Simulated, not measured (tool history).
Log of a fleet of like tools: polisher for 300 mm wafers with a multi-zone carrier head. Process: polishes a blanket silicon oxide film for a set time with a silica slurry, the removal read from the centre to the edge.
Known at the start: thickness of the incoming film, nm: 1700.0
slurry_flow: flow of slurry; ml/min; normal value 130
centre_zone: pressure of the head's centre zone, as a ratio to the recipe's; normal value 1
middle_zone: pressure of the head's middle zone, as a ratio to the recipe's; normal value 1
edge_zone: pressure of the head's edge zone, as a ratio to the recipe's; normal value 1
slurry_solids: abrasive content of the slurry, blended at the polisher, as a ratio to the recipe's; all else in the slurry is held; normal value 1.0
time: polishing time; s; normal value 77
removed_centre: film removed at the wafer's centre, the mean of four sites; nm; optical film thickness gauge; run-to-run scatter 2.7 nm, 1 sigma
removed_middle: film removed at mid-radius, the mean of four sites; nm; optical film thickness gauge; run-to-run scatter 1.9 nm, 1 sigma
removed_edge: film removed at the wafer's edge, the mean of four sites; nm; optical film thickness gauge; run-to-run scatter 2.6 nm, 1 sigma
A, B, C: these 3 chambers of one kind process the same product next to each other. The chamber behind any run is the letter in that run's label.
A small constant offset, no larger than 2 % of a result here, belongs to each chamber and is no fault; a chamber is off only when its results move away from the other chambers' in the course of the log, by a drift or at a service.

| run | hour | slurry_flow | centre_zone | middle_zone | edge_zone | slurry_solids | time | wafers polished on this pad | hours since the slurry nozzle was cleaned | hours since the centre zone pressure was calibrated | hours since the edge zone pressure was calibrated | removed_centre | removed_middle | removed_edge |
|---|---|---|---|---|---|---|---|---|---|---|---|---|---|---|
|  | 3.9 | chamber C: worn pad replaced by a new one |
| 1B | 10.0 | 130 | 1 | 1 | 1 | 1.0 | 77 | 458 | 205.4 | 898.4 | 795.8 | 202.73 | 200.85 | 198.37 |
|  | 19.0 | chamber B: slurry nozzle cleaned |
|  | 19.5 | chamber A: worn pad replaced by a new one |
| 2A | 21.0 | 130 | 1 | 1 | 1 | 1.0 | 77 | 18 | 103.1 | 380.2 | 423.7 | 197.01 | 202.55 | 203.05 |
|  | 29.2 | chamber A: edge zone pressure recalibrated |
| 3C | 30.3 | 130 | 1 | 1 | 1 | 1.0 | 77 | 317 | 695.9 | 237.5 | 610.1 | 209.22 | 205.22 | 204.14 |
|  | 39.3 | chamber B: worn pad replaced by a new one |
| 4B | 41.5 | 130 | 1 | 1 | 1 | 1.0 | 77 | 27 | 22.5 | 929.9 | 827.3 | 204.55 | 205.17 | 201.54 |
| 5C | 54.1 | 130 | 1 | 1 | 1 | 1.0 | 77 | 602 | 719.7 | 261.3 | 633.9 | 205.88 | 201.49 | 200.69 |
| 6A | 61.5 | 130 | 1 | 1 | 1 | 1.2 | 77 | 504 | 143.6 | 420.7 | 32.4 | 218.84 | 224.29 | 216.73 |
|  | 62.4 | chamber C: worn pad replaced by a new one |
| 7A | 68.2 | 130 | 1 | 1 | 1 | 1.2 | 77 | 585 | 150.3 | 427.4 | 39.1 | 216.35 | 218.48 | 212.92 |
| 8B | 77.2 | 130 | 1 | 1 | 1 | 1.2 | 77 | 455 | 58.2 | 965.6 | 863.0 | 216.32 | 219.64 | 217.98 |
| 9C | 88.6 | 130 | 1 | 1 | 1 | 1.0 | 77 | 315 | 754.2 | 295.8 | 668.4 | 201.90 | 204.56 | 205.19 |
|  | 98.0 | chamber C: centre zone pressure recalibrated |
|  | 101.7 | chamber B: worn pad replaced by a new one |
| 10B | 102.8 | 130 | 1 | 1 | 1 | 1.0 | 77 | 13 | 83.8 | 991.2 | 888.6 | 204.29 | 204.73 | 204.87 |
| 11A | 112.0 | 130 | 1 | 1 | 1 | 1.0 | 77 | 1110 | 194.1 | 471.2 | 82.9 | 200.67 | 202.44 | 203.73 |
| 12C | 126.0 | 130 | 1 | 1 | 1 | 1.0 | 77 | 764 | 791.6 | 28.0 | 705.8 | 220.48 | 203.92 | 206.70 |
|  | 131.9 | chamber C: worn pad replaced by a new one |
| 13C | 132.9 | 130 | 1 | 1 | 1 | 1.0 | 77 | 12 | 798.5 | 34.9 | 712.7 | 224.03 | 207.68 | 203.40 |
| 14B | 142.9 | 130 | 1 | 1 | 1 | 1.0 | 77 | 495 | 123.9 | 1031.3 | 928.7 | 203.27 | 202.72 | 197.12 |
|  | 145.5 | chamber A: worn pad replaced by a new one |
| 15A | 156.3 | 130 | 1 | 1 | 1 | 1.2 | 77 | 130 | 238.4 | 515.5 | 127.2 | 216.34 | 215.68 | 217.81 |
|  | 163.3 | chamber B: worn pad replaced by a new one |
| 16B | 168.4 | 130 | 1 | 1 | 1 | 1.2 | 77 | 61 | 149.4 | 1056.8 | 954.2 | 219.61 | 217.31 | 212.35 |
|  | 171.4 | chamber C: slurry nozzle cleaned |
|  | 173.1 | chamber C: edge zone pressure recalibrated |
| 17A | 179.1 | 130 | 1 | 1 | 1 | 1.2 | 77 | 403 | 261.2 | 538.3 | 150.0 | 218.24 | 219.26 | 219.19 |
| 18C | 192.9 | 130 | 1 | 1 | 1 | 1.0 | 77 | 732 | 21.6 | 94.9 | 19.8 | 222.87 | 207.26 | 204.24 |
|  | 194.1 | chamber C: worn pad replaced by a new one |
| 19C | 205.4 | 130 | 1 | 1 | 1 | 1.0 | 77 | 135 | 34.1 | 107.4 | 32.3 | 221.52 | 204.72 | 199.71 |
| 20B | 218.1 | 130 | 1 | 1 | 1 | 1.0 | 77 | 658 | 199.1 | 1106.5 | 1003.9 | 210.92 | 203.81 | 199.23 |
| 21A | 231.0 | 130 | 1 | 1 | 1 | 1.0 | 77 | 1026 | 313.1 | 590.2 | 201.9 | 196.62 | 203.24 | 201.40 |
|  | 231.6 | chamber B: worn pad replaced by a new one |
| 22B | 241.2 | 130 | 1 | 1 | 1 | 1.0 | 77 | 115 | 222.2 | 1129.6 | 1027.0 | 201.05 | 204.51 | 198.89 |
|  | 248.9 | chamber A: slurry nozzle cleaned |
|  | 251.6 | chamber A: worn pad replaced by a new one |
| 23A | 252.5 | 130 | 1 | 1 | 1 | 1.0 | 77 | 11 | 3.6 | 611.7 | 223.4 | 207.10 | 208.87 | 205.61 |
|  | 254.4 | chamber C: worn pad replaced by a new one |
| 24C | 262.5 | 130 | 1 | 1 | 1 | 1.0 | 77 | 97 | 91.2 | 164.5 | 89.4 | 226.38 | 200.19 | 206.49 |
|  | 270.8 | chamber B: slurry nozzle cleaned |
| 25A | 277.2 | 130 | 1 | 1 | 1 | 1.0 | 77 | 308 | 28.3 | 636.4 | 248.1 | 199.75 | 202.10 | 206.08 |
| 26B | 289.1 | 130 | 1 | 1 | 1 | 1.0 | 77 | 690 | 18.4 | 1177.5 | 1074.9 | 197.74 | 201.75 | 200.04 |
| 27C | 298.9 | 130 | 1 | 1 | 1 | 1.0 | 77 | 534 | 127.6 | 200.9 | 125.8 | 223.16 | 203.58 | 209.49 |
| 28C | 307.8 | 130 | 1 | 1 | 1 | 1.0 | 77 | 641 | 136.5 | 209.8 | 134.7 | 227.85 | 204.97 | 202.09 |

Next, all 3 chambers run the settings below, one line each with question marks for the results. What does each chamber give?
| 29A | 318.3 | 100 | 1 | 1 | 1 | 1.0 | 77 |  |  |  |  | ? | ? | ? |
| 29B | 318.3 | 100 | 1 | 1 | 1 | 1.0 | 77 |  |  |  |  | ? | ? | ? |
| 29C | 318.3 | 100 | 1 | 1 | 1 | 1.0 | 77 |  |  |  |  | ? | ? | ? |

| run | removed_centre | removed_middle | removed_edge |
|---|---|---|---|
| 29A | 190.17 | 189.53 | 191.57 |
| 29B | 188.71 | 191.97 | 191.33 |
| 29C | 208.21 | 190.76 | 192.65 |

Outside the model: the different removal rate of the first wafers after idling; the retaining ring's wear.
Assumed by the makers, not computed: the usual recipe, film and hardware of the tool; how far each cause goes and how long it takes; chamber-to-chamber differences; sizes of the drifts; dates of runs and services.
